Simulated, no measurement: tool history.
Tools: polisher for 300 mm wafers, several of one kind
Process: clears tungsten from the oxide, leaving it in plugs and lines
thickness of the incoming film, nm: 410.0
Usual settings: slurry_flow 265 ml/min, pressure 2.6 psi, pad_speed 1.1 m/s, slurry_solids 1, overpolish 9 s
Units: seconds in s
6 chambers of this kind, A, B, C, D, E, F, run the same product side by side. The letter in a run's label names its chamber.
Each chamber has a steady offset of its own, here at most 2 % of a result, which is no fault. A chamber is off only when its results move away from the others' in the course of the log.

{"run": "1F", "hour": 8.3, "slurry_flow": 265, "pressure": 2.6, "pad_speed": 1.1, "slurry_solids": 1, "overpolish": 9, "seconds": 136.08}
{"hour": 9.4, "done": "chamber F: worn pad replaced by a new one"}
{"hour": 10.0, "done": "chamber A: worn pad replaced by a new one"}
{"hour": 19.6, "done": "chamber E: slurry tank refilled with fresh slurry and peroxide"}
{"run": "2D", "hour": 21.8, "slurry_flow": 265, "pressure": 2.6, "pad_speed": 1.1, "slurry_solids": 1, "overpolish": 9, "seconds": 140.48}
{"hour": 25.4, "done": "chamber E: slurry blender recalibrated"}
{"hour": 29.7, "done": "chamber C: worn pad replaced by a new one"}
{"run": "3A", "hour": 31.5, "slurry_flow": 265, "pressure": 2.6, "pad_speed": 1.1, "slurry_solids": 1, "overpolish": 9, "seconds": 139.48}
{"hour": 34.8, "done": "chamber A: slurry tank refilled with fresh slurry and peroxide"}
{"hour": 38.3, "done": "chamber F: slurry tank refilled with fresh slurry and peroxide"}
{"hour": 39.0, "done": "chamber B: worn pad replaced by a new one"}
{"hour": 41.2, "done": "chamber C: slurry tank refilled with fresh slurry and peroxide"}
{"run": "4C", "hour": 44.0, "slurry_flow": 265, "pressure": 2.6, "pad_speed": 1.1, "slurry_solids": 1, "overpolish": 9, "seconds": 134.49}
{"hour": 46.6, "done": "chamber D: slurry tank refilled with fresh slurry and peroxide"}
{"hour": 52.3, "done": "chamber D: worn pad replaced by a new one"}
{"hour": 57.3, "done": "chamber B: slurry tank refilled with fresh slurry and peroxide"}
{"run": "5B", "hour": 58.0, "slurry_flow": 265, "pressure": 2.6, "pad_speed": 1.1, "slurry_solids": 1, "overpolish": 9, "seconds": 137.97}
{"run": "6E", "hour": 65.1, "slurry_flow": 265, "pressure": 2.6, "pad_speed": 1.1, "slurry_solids": 1, "overpolish": 9, "seconds": 135.81}
{"hour": 66.7, "done": "chamber C: head pressure recalibrated"}
{"run": "7E", "hour": 78.0, "slurry_flow": 265, "pressure": 2.6, "pad_speed": 1.1, "slurry_solids": 1, "overpolish": 9, "seconds": 135}
{"hour": 80.7, "done": "chamber E: worn pad replaced by a new one"}
{"hour": 86.1, "done": "chamber B: slurry nozzle cleaned"}
{"run": "8A", "hour": 90.9, "slurry_flow": 265, "pressure": 2.6, "pad_speed": 1.1, "slurry_solids": 1, "overpolish": 9, "seconds": 137.79}
{"hour": 101.5, "done": "chamber D: slurry blender recalibrated"}
{"run": "9C", "hour": 102.7, "slurry_flow": 265, "pressure": 2.6, "pad_speed": 1.1, "slurry_solids": 1, "overpolish": 9, "seconds": 137.22}
{"hour": 112.7, "done": "chamber A: slurry tank refilled with fresh slurry and peroxide"}
{"run": "10B", "hour": 115.2, "slurry_flow": 265, "pressure": 2.6, "pad_speed": 1.1, "slurry_solids": 1, "overpolish": 9, "seconds": 134.71}
{"run": "11D", "hour": 124.4, "slurry_flow": 265, "pressure": 2.6, "pad_speed": 1.1, "slurry_solids": 1, "overpolish": 9, "seconds": 136.62}
{"hour": 126.5, "done": "chamber C: slurry tank refilled with fresh slurry and peroxide"}
{"hour": 131.9, "done": "chamber B: worn pad replaced by a new one"}
{"hour": 132.2, "done": "chamber F: slurry blender recalibrated"}
{"hour": 133.7, "done": "chamber F: slurry tank refilled with fresh slurry and peroxide"}
{"hour": 136.7, "done": "chamber B: head pressure recalibrated"}
{"run": "12F", "hour": 136.8, "slurry_flow": 265, "pressure": 2.6, "pad_speed": 1.1, "slurry_solids": 1, "overpolish": 9, "seconds": 134.13}
{"hour": 138.8, "done": "chamber D: slurry tank refilled with fresh slurry and peroxide"}
{"hour": 142.9, "done": "chamber B: slurry tank refilled with fresh slurry and peroxide"}
{"run": "13A", "hour": 144.2, "slurry_flow": 265, "pressure": 2.6, "pad_speed": 1.1, "slurry_solids": 1, "overpolish": 9, "seconds": 136.75}
{"hour": 146.8, "done": "chamber F: head pressure recalibrated"}
{"hour": 150.0, "done": "chamber F: slurry nozzle cleaned"}
{"hour": 154.7, "done": "chamber E: slurry tank refilled with fresh slurry and peroxide"}
{"run": "14D", "hour": 155.9, "slurry_flow": 265, "pressure": 2.6, "pad_speed": 1.1, "slurry_solids": 1, "overpolish": 9, "seconds": 140.45}
{"run": "15F", "hour": 165.0, "slurry_flow": 265, "pressure": 2.6, "pad_speed": 1.1, "slurry_solids": 1, "overpolish": 9, "seconds": 137.42}
{"hour": 171.9, "done": "chamber D: head pressure recalibrated"}
{"run": "16C", "hour": 177.0, "slurry_flow": 265, "pressure": 2.6, "pad_speed": 1.1, "slurry_solids": 1, "overpolish": 9, "seconds": 139.19}
{"hour": 188.0, "done": "chamber C: worn pad replaced by a new one"}
{"hour": 189.5, "done": "chamber A: slurry tank refilled with fresh slurry and peroxide"}
{"run": "17E", "hour": 190.2, "slurry_flow": 265, "pressure": 2.6, "pad_speed": 1.1, "slurry_solids": 1, "overpolish": 9, "seconds": 130.28}
{"hour": 193.6, "done": "chamber E: worn pad replaced by a new one"}
{"run": "18B", "hour": 196.7, "slurry_flow": 265, "pressure": 2.6, "pad_speed": 1.1, "slurry_solids": 1, "overpolish": 9, "seconds": 138.93}
{"run": "19A", "hour": 206.9, "slurry_flow": 265, "pressure": 2.6, "pad_speed": 1.1, "slurry_solids": 1, "overpolish": 9, "seconds": 136.77}
{"hour": 214.2, "done": "chamber A: worn pad replaced by a new one"}
{"run": "20C", "hour": 216.3, "slurry_flow": 265, "pressure": 2.6, "pad_speed": 1.1, "slurry_solids": 1, "overpolish": 9, "seconds": 134.95}
{"hour": 217.4, "done": "chamber D: worn pad replaced by a new one"}
{"hour": 218.5, "done": "chamber B: worn pad replaced by a new one"}
{"hour": 219.6, "done": "chamber B: slurry blender recalibrated"}
{"hour": 220.4, "done": "chamber D: slurry tank refilled with fresh slurry and peroxide"}
{"run": "21B", "hour": 224.6, "slurry_flow": 265, "pressure": 2.6, "pad_speed": 1.1, "slurry_solids": 1, "overpolish": 9, "seconds": 135.82}
{"hour": 225.9, "done": "chamber C: slurry tank refilled with fresh slurry and peroxide"}
{"hour": 228.3, "done": "chamber F: slurry tank refilled with fresh slurry and peroxide"}
{"run": "22E", "hour": 231.3, "slurry_flow": 265, "pressure": 2.6, "pad_speed": 1.1, "slurry_solids": 1, "overpolish": 9, "seconds": 131.79}
{"hour": 236.6, "done": "chamber B: slurry tank refilled with fresh slurry and peroxide"}
{"run": "23D", "hour": 239.2, "slurry_flow": 265, "pressure": 2.6, "pad_speed": 1.1, "slurry_solids": 1, "overpolish": 9, "seconds": 137.18}
{"hour": 240.9, "done": "chamber F: worn pad replaced by a new one"}
{"run": "24F", "hour": 248.6, "slurry_flow": 265, "pressure": 2.6, "pad_speed": 1.1, "slurry_solids": 1, "overpolish": 9, "seconds": 135.18}
{"run": "25B", "hour": 259.5, "slurry_flow": 265, "pressure": 2.6, "pad_speed": 1.1, "slurry_solids": 1, "overpolish": 7, "seconds": 141.62}
{"run": "26A", "hour": 268.2, "slurry_flow": 265, "pressure": 2.6, "pad_speed": 1.1, "slurry_solids": 1, "overpolish": 7, "seconds": 131.98}
{"hour": 274.5, "done": "chamber A: slurry tank refilled with fresh slurry and peroxide"}
{"run": "27D", "hour": 281.6, "slurry_flow": 265, "pressure": 2.6, "pad_speed": 1.1, "slurry_solids": 1, "overpolish": 7, "seconds": 139.22}
{"hour": 286.3, "done": "chamber F: slurry blender recalibrated"}
{"run": "28F", "hour": 287.6, "slurry_flow": 265, "pressure": 2.6, "pad_speed": 1.1, "slurry_solids": 1, "overpolish": 7, "seconds": 137.47}
{"hour": 293.3, "done": "chamber E: slurry tank refilled with fresh slurry and peroxide"}
{"run": "29C", "hour": 293.7, "slurry_flow": 265, "pressure": 2.6, "pad_speed": 1.1, "slurry_solids": 1, "overpolish": 7, "seconds": 136.92}
{"hour": 296.5, "done": "chamber E: worn pad replaced by a new one"}
{"run": "30E", "hour": 304.8, "slurry_flow": 265, "pressure": 2.6, "pad_speed": 1.1, "slurry_solids": 1, "overpolish": 7, "seconds": 127.64}
{"hour": 308.9, "done": "chamber B: worn pad replaced by a new one"}
{"hour": 309.0, "done": "chamber C: slurry tank refilled with fresh slurry and peroxide"}
{"hour": 311.6, "done": "chamber F: slurry tank refilled with fresh slurry and peroxide"}
{"run": "31E", "hour": 313.8, "slurry_flow": 265, "pressure": 2.6, "pad_speed": 1.1, "slurry_solids": 1, "overpolish": 9, "seconds": 124.46}
{"hour": 315.1, "done": "chamber D: slurry tank refilled with fresh slurry and peroxide"}
{"hour": 317.9, "done": "chamber B: slurry tank refilled with fresh slurry and peroxide"}
{"run": "32B", "hour": 325.0, "slurry_flow": 265, "pressure": 2.6, "pad_speed": 1.1, "slurry_solids": 1, "overpolish": 9, "seconds": 134.76}
{"run": "33D", "hour": 336.5, "slurry_flow": 265, "pressure": 2.6, "pad_speed": 1.1, "slurry_solids": 1, "overpolish": 9, "seconds": 136.91}
{"hour": 338.5, "done": "chamber C: slurry blender recalibrated"}
{"run": "34C", "hour": 345.5, "slurry_flow": 265, "pressure": 2.6, "pad_speed": 1.1, "slurry_solids": 1, "overpolish": 9, "seconds": 136.46}
{"hour": 347.9, "done": "chamber C: worn pad replaced by a new one"}
{"hour": 350.7, "done": "chamber A: slurry tank refilled with fresh slurry and peroxide"}
{"run": "35A", "hour": 354.2, "slurry_flow": 295, "pressure": 2.6, "pad_speed": 1.1, "slurry_solids": 1, "overpolish": 11, "seconds": 130.31}
{"hour": 358.1, "done": "chamber A: slurry blender recalibrated"}
{"run": "36F", "hour": 360.9, "slurry_flow": 295, "pressure": 2.6, "pad_speed": 1.1, "slurry_solids": 1, "overpolish": 11, "seconds": 137.27}
{"run": "37E", "hour": 372.0, "slurry_flow": 295, "pressure": 2.6, "pad_speed": 1.1, "slurry_solids": 1, "overpolish": 11, "seconds": 124.66}
{"run": "38D", "hour": 379.4, "slurry_flow": 295, "pressure": 2.6, "pad_speed": 1.1, "slurry_solids": 1, "overpolish": 11, "seconds": 136.34}
{"hour": 389.2, "done": "chamber F: slurry tank refilled with fresh slurry and peroxide"}
{"run": "39B", "hour": 390.5, "slurry_flow": 295, "pressure": 2.6, "pad_speed": 1.1, "slurry_solids": 1, "overpolish": 11, "seconds": 139.96}
{"hour": 391.6, "done": "chamber C: slurry tank refilled with fresh slurry and peroxide"}
{"run": "40C", "hour": 402.4, "slurry_flow": 295, "pressure": 2.6, "pad_speed": 1.1, "slurry_solids": 1, "overpolish": 11, "seconds": 133.36}
{"hour": 414.2, "done": "chamber A: worn pad replaced by a new one"}
{"run": "41A", "hour": 415.1, "slurry_flow": 265, "pressure": 2.6, "pad_speed": 1.1, "slurry_solids": 1, "overpolish": 9, "seconds": 135.44}
{"run": "42F", "hour": 421.3, "slurry_flow": 265, "pressure": 2.6, "pad_speed": 1.3, "slurry_solids": 1, "overpolish": 6, "seconds": 116.93}

What goes on in this fleet: one chamber off, a drifting gauge, or nothing beyond the chambers' own small offsets? Name the chamber and the cause, if any.

Chamber E drifts away from the others.
Cause: head's pressure above its setpoint, % = 11.5.

Here are 4 candidates for chamber E's next run, each the usual settings with a change, their results left as question marks. Which one brings its results back in line with what the others give on the usual settings?
In line means no further than this from the other chambers' mean on the usual settings: seconds 6 s
{"run": "43E-1", "hour": 431.3, "slurry_flow": 275, "pressure": 3.2, "pad_speed": 1.1, "slurry_solids": 1.05, "overpolish": 9, "seconds": "?"}
{"run": "43E-2", "hour": 431.3, "slurry_flow": 265, "pressure": 2.5, "pad_speed": 1.04, "slurry_solids": 1, "overpolish": 9, "seconds": "?"}
{"run": "43E-3", "hour": 431.3, "slurry_flow": 260, "pressure": 2.3, "pad_speed": 1, "slurry_solids": 1, "overpolish": 9, "seconds": "?"}
{"run": "43E-4", "hour": 431.3, "slurry_flow": 265, "pressure": 2.9, "pad_speed": 1.1, "slurry_solids": 1, "overpolish": 9, "seconds": "?"}

The other chambers' mean on the usual settings: seconds 137.54 s
run=43E-1 seconds=98.355
run=43E-2 seconds=135.6
run=43E-3 seconds=153.84
run=43E-4 seconds=110.31
43E-2 brings the chamber back in line.

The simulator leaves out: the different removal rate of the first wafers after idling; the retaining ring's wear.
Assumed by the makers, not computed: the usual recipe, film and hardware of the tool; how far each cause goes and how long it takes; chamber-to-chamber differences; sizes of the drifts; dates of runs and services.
